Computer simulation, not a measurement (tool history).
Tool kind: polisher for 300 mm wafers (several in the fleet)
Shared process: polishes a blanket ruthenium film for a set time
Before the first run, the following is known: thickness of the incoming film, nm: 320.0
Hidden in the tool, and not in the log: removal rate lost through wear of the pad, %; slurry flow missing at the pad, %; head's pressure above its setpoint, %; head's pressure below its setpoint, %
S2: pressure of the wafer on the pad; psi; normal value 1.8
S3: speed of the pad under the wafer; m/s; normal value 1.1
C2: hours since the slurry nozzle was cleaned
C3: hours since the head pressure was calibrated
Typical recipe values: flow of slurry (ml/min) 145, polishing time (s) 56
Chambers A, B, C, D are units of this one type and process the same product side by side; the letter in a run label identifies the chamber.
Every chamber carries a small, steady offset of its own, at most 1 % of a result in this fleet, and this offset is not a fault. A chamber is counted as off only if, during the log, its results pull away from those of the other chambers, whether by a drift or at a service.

run 1C hour=9.8 | flow_of_slurry_(ml/min)=145 S2=1.8 S3=1.1 polishing_time_(s)=56 | wafers_polished_on_this_pad=906 C2=284.9 C3=103.2 | film_removed_(nm)=66.724
run 2D hour=17.9 | flow_of_slurry_(ml/min)=145 S2=1.8 S3=1.1 polishing_time_(s)=56 | wafers_polished_on_this_pad=909 C2=156.1 C3=570.1 | film_removed_(nm)=67.602
run 3B hour=26.1 | flow_of_slurry_(ml/min)=145 S2=1.8 S3=1.1 polishing_time_(s)=56 | wafers_polished_on_this_pad=797 C2=100.8 C3=260.3 | film_removed_(nm)=67.782
run 4A hour=36.8 | flow_of_slurry_(ml/min)=145 S2=1.8 S3=1.1 polishing_time_(s)=56 | wafers_polished_on_this_pad=335 C2=257.7 C3=113 | film_removed_(nm)=67.718
-- hour=42.9 chamber C: worn pad replaced by a new one
run 5D hour=47.9 | flow_of_slurry_(ml/min)=145 S2=1.8 S3=1.1 polishing_time_(s)=56 | wafers_polished_on_this_pad=1148 C2=186.1 C3=600.1 | film_removed_(nm)=65.913
run 6C hour=58.8 | flow_of_slurry_(ml/min)=145 S2=1.8 S3=1.1 polishing_time_(s)=56 | wafers_polished_on_this_pad=127 C2=333.9 C3=152.2 | film_removed_(nm)=68.166
run 7A hour=68.5 | flow_of_slurry_(ml/min)=145 S2=1.8 S3=1.22 polishing_time_(s)=40 | wafers_polished_on_this_pad=588 C2=289.4 C3=144.7 | film_removed_(nm)=53.473
run 8B hour=78.8 | flow_of_slurry_(ml/min)=145 S2=1.8 S3=1.22 polishing_time_(s)=40 | wafers_polished_on_this_pad=1218 C2=153.5 C3=313 | film_removed_(nm)=53.018
-- hour=86.9 chamber B: worn pad replaced by a new one
run 9D hour=89.3 | flow_of_slurry_(ml/min)=145 S2=1.8 S3=1.22 polishing_time_(s)=40 | wafers_polished_on_this_pad=1479 C2=227.5 C3=641.5 | film_removed_(nm)=54.826
-- hour=98.3 chamber B: head pressure recalibrated
-- hour=98.5 chamber D: worn pad replaced by a new one
run 10B hour=100.2 | flow_of_slurry_(ml/min)=145 S2=1.8 S3=1.22 polishing_time_(s)=40 | wafers_polished_on_this_pad=106 C2=174.9 C3=1.9 | film_removed_(nm)=53.556
-- hour=109.6 chamber D: slurry nozzle cleaned
-- hour=110 chamber A: worn pad replaced by a new one
run 11A hour=110.1 | flow_of_slurry_(ml/min)=145 S2=1.8 S3=1.1 polishing_time_(s)=56 | wafers_polished_on_this_pad=1 C2=331 C3=186.3 | film_removed_(nm)=67.395
run 12C hour=116 | flow_of_slurry_(ml/min)=145 S2=1.8 S3=1.1 polishing_time_(s)=56 | wafers_polished_on_this_pad=584 C2=391.1 C3=209.4 | film_removed_(nm)=68.048
run 13D hour=123.9 | flow_of_slurry_(ml/min)=145 S2=1.8 S3=1.1 polishing_time_(s)=56 | wafers_polished_on_this_pad=203 C2=14.4 C3=676.1 | film_removed_(nm)=66.297
-- hour=129 chamber B: slurry nozzle cleaned
run 14A hour=130.5 | flow_of_slurry_(ml/min)=145 S2=1.8 S3=1.1 polishing_time_(s)=56 | wafers_polished_on_this_pad=164 C2=351.4 C3=206.7 | film_removed_(nm)=66.373
run 15C hour=142.1 | flow_of_slurry_(ml/min)=145 S2=1.8 S3=1.1 polishing_time_(s)=56 | wafers_polished_on_this_pad=792 C2=417.2 C3=235.5 | film_removed_(nm)=69.783
run 16B hour=151.5 | flow_of_slurry_(ml/min)=145 S2=1.8 S3=1.1 polishing_time_(s)=56 | wafers_polished_on_this_pad=516 C2=22.6 C3=53.2 | film_removed_(nm)=67.574
run 17A hour=160.7 | flow_of_slurry_(ml/min)=145 S2=1.8 S3=1.1 polishing_time_(s)=56 | wafers_polished_on_this_pad=405 C2=381.6 C3=236.9 | film_removed_(nm)=67.001
run 18B hour=169 | flow_of_slurry_(ml/min)=145 S2=1.8 S3=1.1 polishing_time_(s)=56 | wafers_polished_on_this_pad=656 C2=40.1 C3=70.7 | film_removed_(nm)=68.111
-- hour=175.4 chamber C: worn pad replaced by a new one
run 19C hour=176.8 | flow_of_slurry_(ml/min)=145 S2=1.8 S3=1.1 polishing_time_(s)=56 | wafers_polished_on_this_pad=11 C2=451.9 C3=270.2 | film_removed_(nm)=67.494
run 20D hour=186.1 | flow_of_slurry_(ml/min)=145 S2=1.8 S3=1.1 polishing_time_(s)=56 | wafers_polished_on_this_pad=699 C2=76.6 C3=738.3 | film_removed_(nm)=66.843
-- hour=189.5 chamber C: slurry nozzle cleaned
run 21A hour=196.1 | flow_of_slurry_(ml/min)=145 S2=1.8 S3=1.1 polishing_time_(s)=56 | wafers_polished_on_this_pad=688 C2=417 C3=272.3 | film_removed_(nm)=68.06
run 22B hour=204.2 | flow_of_slurry_(ml/min)=145 S2=1.8 S3=1.1 polishing_time_(s)=56 | wafers_polished_on_this_pad=937 C2=75.3 C3=105.9 | film_removed_(nm)=69.709
run 23C hour=209.5 | flow_of_slurry_(ml/min)=145 S2=1.8 S3=1.42 polishing_time_(s)=44 | wafers_polished_on_this_pad=272 C2=20 C3=302.9 | film_removed_(nm)=69.764
run 24D hour=216.6 | flow_of_slurry_(ml/min)=145 S2=1.8 S3=1.42 polishing_time_(s)=44 | wafers_polished_on_this_pad=943 C2=107.1 C3=768.8 | film_removed_(nm)=68.692
run 25C hour=223.7 | flow_of_slurry_(ml/min)=145 S2=1.8 S3=1.42 polishing_time_(s)=44 | wafers_polished_on_this_pad=386 C2=34.2 C3=317.1 | film_removed_(nm)=70.338
-- hour=227.4 chamber A: worn pad replaced by a new one
run 26D hour=233.3 | flow_of_slurry_(ml/min)=145 S2=1.8 S3=1.42 polishing_time_(s)=44 | wafers_polished_on_this_pad=1076 C2=123.8 C3=785.5 | film_removed_(nm)=69.04
run 27A hour=243.5 | flow_of_slurry_(ml/min)=145 S2=1.8 S3=1.1 polishing_time_(s)=56 | wafers_polished_on_this_pad=128 C2=464.4 C3=319.7 | film_removed_(nm)=67.284
-- hour=243.9 chamber B: worn pad replaced by a new one
run 28B hour=253.3 | flow_of_slurry_(ml/min)=145 S2=1.8 S3=1.1 polishing_time_(s)=56 | wafers_polished_on_this_pad=75 C2=124.4 C3=155 | film_removed_(nm)=67.84
run 29D hour=260 | flow_of_slurry_(ml/min)=145 S2=1.8 S3=1.1 polishing_time_(s)=56 | wafers_polished_on_this_pad=1290 C2=150.5 C3=812.2 | film_removed_(nm)=67.457

The same settings go to every chamber for the next run, one line per chamber below. Forecast the results for each:
run 30A hour=268.3 | flow_of_slurry_(ml/min)=145 S2=1.6 S3=1.1 polishing_time_(s)=56 | film_removed_(nm)=?
run 30B hour=268.3 | flow_of_slurry_(ml/min)=145 S2=1.6 S3=1.1 polishing_time_(s)=56 | film_removed_(nm)=?
run 30C hour=268.3 | flow_of_slurry_(ml/min)=145 S2=1.6 S3=1.1 polishing_time_(s)=56 | film_removed_(nm)=?
run 30D hour=268.3 | flow_of_slurry_(ml/min)=145 S2=1.6 S3=1.1 polishing_time_(s)=56 | film_removed_(nm)=?

run=30A film_removed_(nm)=59.153
run=30B film_removed_(nm)=59.475
run=30C film_removed_(nm)=61.021
run=30D film_removed_(nm)=61.311

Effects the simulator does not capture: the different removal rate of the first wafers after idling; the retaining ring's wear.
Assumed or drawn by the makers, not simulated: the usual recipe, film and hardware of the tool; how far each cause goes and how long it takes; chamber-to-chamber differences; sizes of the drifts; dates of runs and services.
